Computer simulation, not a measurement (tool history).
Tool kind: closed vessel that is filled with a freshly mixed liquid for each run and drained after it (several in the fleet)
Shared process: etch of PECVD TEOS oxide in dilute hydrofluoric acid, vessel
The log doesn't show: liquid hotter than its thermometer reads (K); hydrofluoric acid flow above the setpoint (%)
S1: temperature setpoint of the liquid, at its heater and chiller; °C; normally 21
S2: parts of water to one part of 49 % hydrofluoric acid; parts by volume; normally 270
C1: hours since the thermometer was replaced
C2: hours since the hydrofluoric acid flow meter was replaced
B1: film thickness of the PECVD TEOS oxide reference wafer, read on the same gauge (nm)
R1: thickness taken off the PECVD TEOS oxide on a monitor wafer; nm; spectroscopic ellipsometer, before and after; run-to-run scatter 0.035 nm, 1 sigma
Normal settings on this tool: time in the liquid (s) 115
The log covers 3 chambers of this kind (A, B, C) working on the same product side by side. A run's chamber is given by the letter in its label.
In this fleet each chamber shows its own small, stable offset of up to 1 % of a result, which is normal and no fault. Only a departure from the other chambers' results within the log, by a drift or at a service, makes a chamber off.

{"run": "1C", "hour": 8.3, "S1": 21, "S2": 270, "time in the liquid (s)": 115, "C1": 812.4, "C2": 493.6, "B1": 140, "R1": 4.9271}
{"run": "2A", "hour": 23.7, "S1": 21, "S2": 270, "time in the liquid (s)": 115, "C1": 1251, "C2": 298.3, "B1": 140.01, "R1": 4.9246}
{"run": "3B", "hour": 31.3, "S1": 21, "S2": 270, "time in the liquid (s)": 115, "C1": 2079.8, "C2": 443, "B1": 140.02, "R1": 4.8802}
{"run": "4C", "hour": 43.9, "S1": 21, "S2": 270, "time in the liquid (s)": 115, "C1": 848, "C2": 529.2, "B1": 139.98, "R1": 4.8671}
{"run": "5A", "hour": 55.8, "S1": 17, "S2": 350, "time in the liquid (s)": 115, "C1": 1283.1, "C2": 330.4, "B1": 140.01, "R1": 3.0259}
{"run": "6B", "hour": 68.5, "S1": 17, "S2": 350, "time in the liquid (s)": 115, "C1": 2117, "C2": 480.2, "B1": 140.01, "R1": 3.0158}
{"run": "7C", "hour": 82.9, "S1": 17, "S2": 350, "time in the liquid (s)": 115, "C1": 887, "C2": 568.2, "B1": 140.04, "R1": 3.1224}
{"run": "8A", "hour": 93.4, "S1": 21, "S2": 390, "time in the liquid (s)": 60, "C1": 1320.7, "C2": 368, "B1": 139.99, "R1": 1.574}
{"run": "9B", "hour": 104.0, "S1": 21, "S2": 390, "time in the liquid (s)": 60, "C1": 2152.5, "C2": 515.7, "B1": 139.99, "R1": 1.5744}
{"run": "10B", "hour": 118.4, "S1": 21, "S2": 390, "time in the liquid (s)": 60, "C1": 2166.9, "C2": 530.1, "B1": 140.02, "R1": 1.5968}
{"run": "11A", "hour": 127.8, "S1": 25, "S2": 270, "time in the liquid (s)": 115, "C1": 1355.1, "C2": 402.4, "B1": 139.99, "R1": 5.6433}
{"run": "12C", "hour": 143.6, "S1": 25, "S2": 270, "time in the liquid (s)": 115, "C1": 947.7, "C2": 628.9, "B1": 140.03, "R1": 5.8464}
{"run": "13A", "hour": 152.9, "S1": 25, "S2": 270, "time in the liquid (s)": 115, "C1": 1380.2, "C2": 427.5, "B1": 140.01, "R1": 5.7061}
{"hour": 159.1, "done": "chamber A: hydrofluoric acid flow meter replaced"}
{"run": "14C", "hour": 168.6, "S1": 21, "S2": 270, "time in the liquid (s)": 115, "C1": 972.7, "C2": 653.9, "B1": 140, "R1": 5.0792}
{"run": "15B", "hour": 176.8, "S1": 21, "S2": 270, "time in the liquid (s)": 115, "C1": 2225.3, "C2": 588.5, "B1": 140, "R1": 4.8933}
{"run": "16B", "hour": 187.7, "S1": 21, "S2": 270, "time in the liquid (s)": 115, "C1": 2236.2, "C2": 599.4, "B1": 139.98, "R1": 4.8785}
{"run": "17C", "hour": 197.2, "S1": 21, "S2": 270, "time in the liquid (s)": 115, "C1": 1001.3, "C2": 682.5, "B1": 140.02, "R1": 5.1922}
{"run": "18A", "hour": 210.2, "S1": 21, "S2": 270, "time in the liquid (s)": 115, "C1": 1437.5, "C2": 51.1, "B1": 140.02, "R1": 4.8625}
{"run": "19A", "hour": 221.1, "S1": 21, "S2": 270, "time in the liquid (s)": 115, "C1": 1448.4, "C2": 62, "B1": 140.01, "R1": 4.8232}
{"run": "20B", "hour": 234.6, "S1": 21, "S2": 270, "time in the liquid (s)": 115, "C1": 2283.1, "C2": 646.3, "B1": 140.02, "R1": 4.8607}
{"run": "21C", "hour": 250.7, "S1": 21, "S2": 270, "time in the liquid (s)": 115, "C1": 1054.8, "C2": 736, "B1": 139.98, "R1": 5.286}

Is one chamber out of step, is the gauge drifting, or do the chambers differ by no more than their own small offsets? For an off chamber, give its letter and the likeliest cause.

It is chamber C that slowly wanders off from its peers.
What lies behind it: hydrofluoric acid flow above the setpoint (%) = 7.93.
Not necessarily distinguishable in this log from: liquid hotter than its thermometer reads (K).

Chamber C could run next with any of the 4 candidate recipes listed below; each alters the usual settings, and their results appear as question marks. Which one brings its results back in line with what the other chambers deliver on the usual settings?
To be in line, a result may differ from the other chambers' mean on the usual settings by at most: R1 0.12 nm
{"run": "22C-1", "hour": 262.3, "S1": 21, "S2": 290, "time in the liquid (s)": 115, "R1": "?"}
{"run": "22C-2", "hour": 262.3, "S1": 21.5, "S2": 270, "time in the liquid (s)": 130, "R1": "?"}
{"run": "22C-3", "hour": 262.3, "S1": 20.5, "S2": 300, "time in the liquid (s)": 115, "R1": "?"}
{"run": "22C-4", "hour": 262.3, "S1": 21.5, "S2": 270, "time in the liquid (s)": 125, "R1": "?"}

Mean of the other chambers on the usual settings: R1 4.8798 nm
run=22C-1 R1=4.9303
run=22C-2 R1=6.198
run=22C-3 R1=4.642
run=22C-4 R1=5.9596
22C-1 brings the chamber back in line.
